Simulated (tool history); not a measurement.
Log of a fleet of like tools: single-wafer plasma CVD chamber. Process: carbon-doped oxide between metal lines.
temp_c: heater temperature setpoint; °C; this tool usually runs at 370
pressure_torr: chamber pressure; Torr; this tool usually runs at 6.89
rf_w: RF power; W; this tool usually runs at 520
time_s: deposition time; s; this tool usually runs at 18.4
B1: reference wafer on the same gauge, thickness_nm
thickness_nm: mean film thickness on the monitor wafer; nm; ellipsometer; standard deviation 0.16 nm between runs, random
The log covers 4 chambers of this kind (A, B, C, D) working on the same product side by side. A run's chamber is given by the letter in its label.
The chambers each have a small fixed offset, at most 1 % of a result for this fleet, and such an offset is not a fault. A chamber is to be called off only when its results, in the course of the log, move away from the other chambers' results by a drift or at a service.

{"run": "1D", "hour": 14.5, "temp_c": 370, "pressure_torr": 6.89, "rf_w": 520, "time_s": 18.4, "B1": 78.37, "thickness_nm": 94.412}
{"run": "2C", "hour": 29.3, "temp_c": 370, "pressure_torr": 6.89, "rf_w": 520, "time_s": 18.4, "B1": 78.329, "thickness_nm": 95.871}
{"run": "3A", "hour": 37.7, "temp_c": 370, "pressure_torr": 6.89, "rf_w": 520, "time_s": 18.4, "B1": 78.331, "thickness_nm": 96.354}
{"run": "4B", "hour": 45.5, "temp_c": 370, "pressure_torr": 6.89, "rf_w": 520, "time_s": 18.4, "B1": 78.319, "thickness_nm": 94.958}
{"run": "5D", "hour": 56.6, "temp_c": 383, "pressure_torr": 7.6, "rf_w": 520, "time_s": 18.4, "B1": 78.297, "thickness_nm": 92.695}
{"run": "6C", "hour": 67.3, "temp_c": 383, "pressure_torr": 7.6, "rf_w": 520, "time_s": 18.4, "B1": 78.318, "thickness_nm": 93.656}
{"run": "7B", "hour": 75.3, "temp_c": 383, "pressure_torr": 7.6, "rf_w": 520, "time_s": 18.4, "B1": 78.335, "thickness_nm": 92.944}
{"run": "8A", "hour": 86.9, "temp_c": 383, "pressure_torr": 7.6, "rf_w": 520, "time_s": 18.4, "B1": 78.266, "thickness_nm": 93.791}
{"run": "9D", "hour": 97.1, "temp_c": 370, "pressure_torr": 6.89, "rf_w": 520, "time_s": 18.4, "B1": 78.232, "thickness_nm": 94.234}
{"run": "10B", "hour": 109.9, "temp_c": 370, "pressure_torr": 6.89, "rf_w": 520, "time_s": 18.4, "B1": 78.285, "thickness_nm": 94.95}
{"run": "11C", "hour": 117.3, "temp_c": 370, "pressure_torr": 6.89, "rf_w": 520, "time_s": 18.4, "B1": 78.235, "thickness_nm": 95.461}
{"run": "12A", "hour": 126.5, "temp_c": 370, "pressure_torr": 6.89, "rf_w": 520, "time_s": 18.4, "B1": 78.229, "thickness_nm": 95.986}
{"run": "13A", "hour": 133.2, "temp_c": 370, "pressure_torr": 6.89, "rf_w": 520, "time_s": 18.4, "B1": 78.213, "thickness_nm": 95.911}
{"run": "14C", "hour": 141.1, "temp_c": 370, "pressure_torr": 6.89, "rf_w": 520, "time_s": 18.4, "B1": 78.229, "thickness_nm": 95.612}
{"hour": 150.4, "done": "chamber D: RF generator calibrated"}
{"run": "15D", "hour": 154.6, "temp_c": 370, "pressure_torr": 6.89, "rf_w": 520, "time_s": 18.4, "B1": 78.22, "thickness_nm": 94.207}
{"run": "16B", "hour": 165.3, "temp_c": 370, "pressure_torr": 6.89, "rf_w": 520, "time_s": 18.4, "B1": 78.174, "thickness_nm": 94.889}
{"run": "17B", "hour": 172.5, "temp_c": 370, "pressure_torr": 6.89, "rf_w": 520, "time_s": 18.4, "B1": 78.146, "thickness_nm": 94.958}
{"run": "18A", "hour": 186.6, "temp_c": 370, "pressure_torr": 6.89, "rf_w": 520, "time_s": 18.4, "B1": 78.16, "thickness_nm": 95.908}
{"run": "19C", "hour": 200.7, "temp_c": 370, "pressure_torr": 6.89, "rf_w": 520, "time_s": 18.4, "B1": 78.11, "thickness_nm": 95.276}
{"run": "20D", "hour": 215.5, "temp_c": 370, "pressure_torr": 6.89, "rf_w": 520, "time_s": 18.4, "B1": 78.122, "thickness_nm": 94.669}
{"run": "21A", "hour": 229.3, "temp_c": 370, "pressure_torr": 6.89, "rf_w": 520, "time_s": 18.4, "B1": 78.092, "thickness_nm": 95.561}
{"run": "22C", "hour": 236.2, "temp_c": 370, "pressure_torr": 6.89, "rf_w": 520, "time_s": 18.4, "B1": 78.08, "thickness_nm": 95.517}
{"run": "23B", "hour": 246.6, "temp_c": 370, "pressure_torr": 6.89, "rf_w": 520, "time_s": 18.4, "B1": 78.058, "thickness_nm": 94.722}
{"run": "24D", "hour": 256.3, "temp_c": 370, "pressure_torr": 6.89, "rf_w": 520, "time_s": 18.4, "B1": 78.059, "thickness_nm": 94.363}
{"run": "25C", "hour": 267.5, "temp_c": 370, "pressure_torr": 6.89, "rf_w": 520, "time_s": 18.4, "B1": 78.022, "thickness_nm": 95.165}
{"run": "26B", "hour": 278.8, "temp_c": 370, "pressure_torr": 6.89, "rf_w": 520, "time_s": 18.4, "B1": 77.978, "thickness_nm": 94.663}
{"run": "27D", "hour": 287.4, "temp_c": 370, "pressure_torr": 6.89, "rf_w": 520, "time_s": 18.4, "B1": 78.012, "thickness_nm": 94.535}
{"run": "28A", "hour": 300.2, "temp_c": 370, "pressure_torr": 6.89, "rf_w": 520, "time_s": 18.4, "B1": 78.019, "thickness_nm": 95.705}
{"run": "29D", "hour": 310.1, "temp_c": 370, "pressure_torr": 6.89, "rf_w": 520, "time_s": 18.4, "B1": 77.985, "thickness_nm": 93.918}
{"run": "30A", "hour": 318.8, "temp_c": 370, "pressure_torr": 6.89, "rf_w": 520, "time_s": 18.4, "B1": 77.981, "thickness_nm": 95.83}
{"run": "31B", "hour": 331.5, "temp_c": 370, "pressure_torr": 6.89, "rf_w": 520, "time_s": 18.4, "B1": 77.948, "thickness_nm": 94.657}
{"run": "32C", "hour": 346.8, "temp_c": 370, "pressure_torr": 6.89, "rf_w": 520, "time_s": 18.4, "B1": 77.925, "thickness_nm": 94.894}
{"run": "33D", "hour": 360.1, "temp_c": 370, "pressure_torr": 6.89, "rf_w": 520, "time_s": 18.4, "B1": 77.896, "thickness_nm": 93.735}
{"run": "34A", "hour": 373.1, "temp_c": 370, "pressure_torr": 6.89, "rf_w": 520, "time_s": 18.4, "B1": 77.866, "thickness_nm": 95.723}
{"run": "35C", "hour": 385.1, "temp_c": 370, "pressure_torr": 6.89, "rf_w": 520, "time_s": 18.4, "B1": 77.865, "thickness_nm": 95.008}

Next, every chamber runs the same settings. What will each give?
{"run": "36A", "hour": 396.1, "temp_c": 370, "pressure_torr": 7.92, "rf_w": 520, "time_s": 18.4, "thickness_nm": "?"}
{"run": "36B", "hour": 396.1, "temp_c": 370, "pressure_torr": 7.92, "rf_w": 520, "time_s": 18.4, "thickness_nm": "?"}
{"run": "36C", "hour": 396.1, "temp_c": 370, "pressure_torr": 7.92, "rf_w": 520, "time_s": 18.4, "thickness_nm": "?"}
{"run": "36D", "hour": 396.1, "temp_c": 370, "pressure_torr": 7.92, "rf_w": 520, "time_s": 18.4, "thickness_nm": "?"}

run=36A thickness_nm=96.162
run=36B thickness_nm=95.569
run=36C thickness_nm=95.688
run=36D thickness_nm=94.741
